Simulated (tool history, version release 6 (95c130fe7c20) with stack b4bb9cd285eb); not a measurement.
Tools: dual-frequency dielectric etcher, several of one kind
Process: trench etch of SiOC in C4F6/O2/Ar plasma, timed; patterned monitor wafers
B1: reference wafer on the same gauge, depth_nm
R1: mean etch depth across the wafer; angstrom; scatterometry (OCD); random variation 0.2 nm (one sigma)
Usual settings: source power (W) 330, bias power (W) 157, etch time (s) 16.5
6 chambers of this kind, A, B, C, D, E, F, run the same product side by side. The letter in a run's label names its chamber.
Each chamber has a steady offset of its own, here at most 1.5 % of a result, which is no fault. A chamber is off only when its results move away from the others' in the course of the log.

{"run": "1D", "hour": 13.4, "source power (W)": 330, "bias power (W)": 157, "etch time (s)": 16.5, "B1": 25.639, "R1": 305.9}
{"run": "2A", "hour": 28.0, "source power (W)": 330, "bias power (W)": 157, "etch time (s)": 16.5, "B1": 25.688, "R1": 304.31}
{"run": "3B", "hour": 43.1, "source power (W)": 330, "bias power (W)": 157, "etch time (s)": 16.5, "B1": 25.691, "R1": 308.83}
{"hour": 50.1, "done": "chamber A: wet clean of the chamber"}
{"run": "4C", "hour": 58.6, "source power (W)": 330, "bias power (W)": 157, "etch time (s)": 16.5, "B1": 25.628, "R1": 302.48}
{"run": "5F", "hour": 72.8, "source power (W)": 330, "bias power (W)": 157, "etch time (s)": 16.5, "B1": 25.727, "R1": 304.47}
{"run": "6E", "hour": 83.4, "source power (W)": 330, "bias power (W)": 157, "etch time (s)": 16.5, "B1": 25.683, "R1": 302.9}
{"run": "7E", "hour": 95.4, "source power (W)": 300, "bias power (W)": 157, "etch time (s)": 16.5, "B1": 25.664, "R1": 291.06}
{"run": "8A", "hour": 102.3, "source power (W)": 300, "bias power (W)": 157, "etch time (s)": 16.5, "B1": 25.692, "R1": 295.09}
{"run": "9F", "hour": 111.0, "source power (W)": 300, "bias power (W)": 157, "etch time (s)": 16.5, "B1": 25.763, "R1": 292.2}
{"run": "10B", "hour": 120.2, "source power (W)": 300, "bias power (W)": 157, "etch time (s)": 16.5, "B1": 25.706, "R1": 297.71}
{"run": "11D", "hour": 127.2, "source power (W)": 300, "bias power (W)": 157, "etch time (s)": 16.5, "B1": 25.713, "R1": 294.22}
{"run": "12C", "hour": 136.8, "source power (W)": 300, "bias power (W)": 157, "etch time (s)": 16.5, "B1": 25.702, "R1": 297.23}
{"run": "13B", "hour": 145.4, "source power (W)": 330, "bias power (W)": 157, "etch time (s)": 16.5, "B1": 25.676, "R1": 306.68}
{"hour": 148.8, "done": "chamber B: wet clean of the chamber"}
{"run": "14A", "hour": 154.5, "source power (W)": 330, "bias power (W)": 157, "etch time (s)": 16.5, "B1": 25.726, "R1": 307.67}
{"hour": 161.7, "done": "chamber F: source power generator calibrated"}
{"run": "15C", "hour": 161.8, "source power (W)": 330, "bias power (W)": 157, "etch time (s)": 16.5, "B1": 25.721, "R1": 305.71}
{"run": "16E", "hour": 171.7, "source power (W)": 370, "bias power (W)": 157, "etch time (s)": 16.5, "B1": 25.668, "R1": 312.18}
{"run": "17D", "hour": 183.2, "source power (W)": 370, "bias power (W)": 157, "etch time (s)": 16.5, "B1": 25.712, "R1": 319.58}
{"run": "18F", "hour": 195.3, "source power (W)": 370, "bias power (W)": 157, "etch time (s)": 16.5, "B1": 25.689, "R1": 319.3}
{"run": "19B", "hour": 206.9, "source power (W)": 370, "bias power (W)": 157, "etch time (s)": 16.5, "B1": 25.703, "R1": 318.57}
{"hour": 212.5, "done": "chamber D: wet clean of the chamber"}
{"run": "20D", "hour": 221.6, "source power (W)": 370, "bias power (W)": 157, "etch time (s)": 16.5, "B1": 25.641, "R1": 324.33}
{"run": "21C", "hour": 230.5, "source power (W)": 370, "bias power (W)": 157, "etch time (s)": 16.5, "B1": 25.654, "R1": 315.98}
{"hour": 236.5, "done": "chamber C: wet clean of the chamber"}
{"run": "22E", "hour": 245.1, "source power (W)": 330, "bias power (W)": 157, "etch time (s)": 16.5, "B1": 25.685, "R1": 299.6}
{"run": "23F", "hour": 253.5, "source power (W)": 330, "bias power (W)": 157, "etch time (s)": 16.5, "B1": 25.714, "R1": 302.87}
{"run": "24A", "hour": 266.1, "source power (W)": 330, "bias power (W)": 157, "etch time (s)": 16.5, "B1": 25.718, "R1": 308.77}
{"hour": 266.8, "done": "chamber E: bias power generator calibrated"}
{"run": "25A", "hour": 279.0, "source power (W)": 330, "bias power (W)": 157, "etch time (s)": 16.5, "B1": 25.726, "R1": 306.51}
{"run": "26F", "hour": 290.3, "source power (W)": 330, "bias power (W)": 157, "etch time (s)": 16.5, "B1": 25.694, "R1": 300.71}
{"run": "27E", "hour": 303.0, "source power (W)": 330, "bias power (W)": 157, "etch time (s)": 16.5, "B1": 25.707, "R1": 296.15}
{"run": "28D", "hour": 317.4, "source power (W)": 330, "bias power (W)": 157, "etch time (s)": 16.5, "B1": 25.715, "R1": 308.56}
{"run": "29C", "hour": 328.6, "source power (W)": 330, "bias power (W)": 157, "etch time (s)": 16.5, "B1": 25.695, "R1": 302.8}
{"run": "30B", "hour": 340.6, "source power (W)": 330, "bias power (W)": 157, "etch time (s)": 16.5, "B1": 25.67, "R1": 313.39}
{"run": "31C", "hour": 355.2, "source power (W)": 330, "bias power (W)": 157, "etch time (s)": 16.5, "B1": 25.664, "R1": 303.83}
{"run": "32B", "hour": 369.0, "source power (W)": 330, "bias power (W)": 157, "etch time (s)": 16.5, "B1": 25.707, "R1": 309.87}
{"run": "33F", "hour": 382.4, "source power (W)": 330, "bias power (W)": 157, "etch time (s)": 16.5, "B1": 25.729, "R1": 304.72}
{"hour": 386.9, "done": "chamber B: bias power generator calibrated"}
{"run": "34D", "hour": 393.4, "source power (W)": 330, "bias power (W)": 157, "etch time (s)": 16.5, "B1": 25.757, "R1": 305.65}
{"hour": 400.5, "done": "chamber F: wet clean of the chamber"}
{"run": "35A", "hour": 407.8, "source power (W)": 330, "bias power (W)": 157, "etch time (s)": 16.5, "B1": 25.716, "R1": 303.74}
{"hour": 412.4, "done": "chamber A: wet clean of the chamber"}
{"run": "36E", "hour": 416.1, "source power (W)": 330, "bias power (W)": 157, "etch time (s)": 16.5, "B1": 25.687, "R1": 292.7}
{"run": "37C", "hour": 426.3, "source power (W)": 330, "bias power (W)": 157, "etch time (s)": 16.5, "B1": 25.726, "R1": 307.55}
{"run": "38D", "hour": 441.4, "source power (W)": 330, "bias power (W)": 157, "etch time (s)": 16.5, "B1": 25.715, "R1": 301.1}
{"run": "39F", "hour": 453.0, "source power (W)": 330, "bias power (W)": 157, "etch time (s)": 16.5, "B1": 25.718, "R1": 302.99}
{"run": "40E", "hour": 467.1, "source power (W)": 330, "bias power (W)": 157, "etch time (s)": 16.5, "B1": 25.685, "R1": 292.63}
{"run": "41A", "hour": 480.5, "source power (W)": 330, "bias power (W)": 157, "etch time (s)": 16.5, "B1": 25.691, "R1": 304.69}
{"run": "42B", "hour": 496.0, "source power (W)": 330, "bias power (W)": 157, "etch time (s)": 16.5, "B1": 25.702, "R1": 307.91}
{"run": "43B", "hour": 505.1, "source power (W)": 390, "bias power (W)": 180, "etch time (s)": 16.5, "B1": 25.671, "R1": 344.01}
{"run": "44D", "hour": 513.7, "source power (W)": 390, "bias power (W)": 180, "etch time (s)": 16.5, "B1": 25.723, "R1": 338.48}

What goes on in this fleet: one chamber off, a drifting gauge, or nothing beyond the chambers' own small offsets? Name the chamber and the cause, if any.

Chamber E drifts away from the others.
Cause: etch rate under this chamber's usual, % = 3.65.

Here are 4 candidates for chamber E's next run, each the usual settings with a change, their results left as question marks. Which one brings its results back in line with what the others give on the usual settings?
In line means no further than this from the other chambers' mean on the usual settings: R1 7.00 angstrom
{"run": "45E-1", "hour": 524.8, "source power (W)": 380, "bias power (W)": 176, "etch time (s)": 16.5, "R1": "?"}
{"run": "45E-2", "hour": 524.8, "source power (W)": 330, "bias power (W)": 132, "etch time (s)": 16.5, "R1": "?"}
{"run": "45E-3", "hour": 524.8, "source power (W)": 260, "bias power (W)": 157, "etch time (s)": 16.5, "R1": "?"}
{"run": "45E-4", "hour": 524.8, "source power (W)": 330, "bias power (W)": 157, "etch time (s)": 17.5, "R1": "?"}

The other chambers' mean on the usual settings: R1 305.75 angstrom
run=45E-1 R1=316.76
run=45E-2 R1=274.49
run=45E-3 R1=264.17
run=45E-4 R1=306.99
45E-4 brings the chamber back in line.
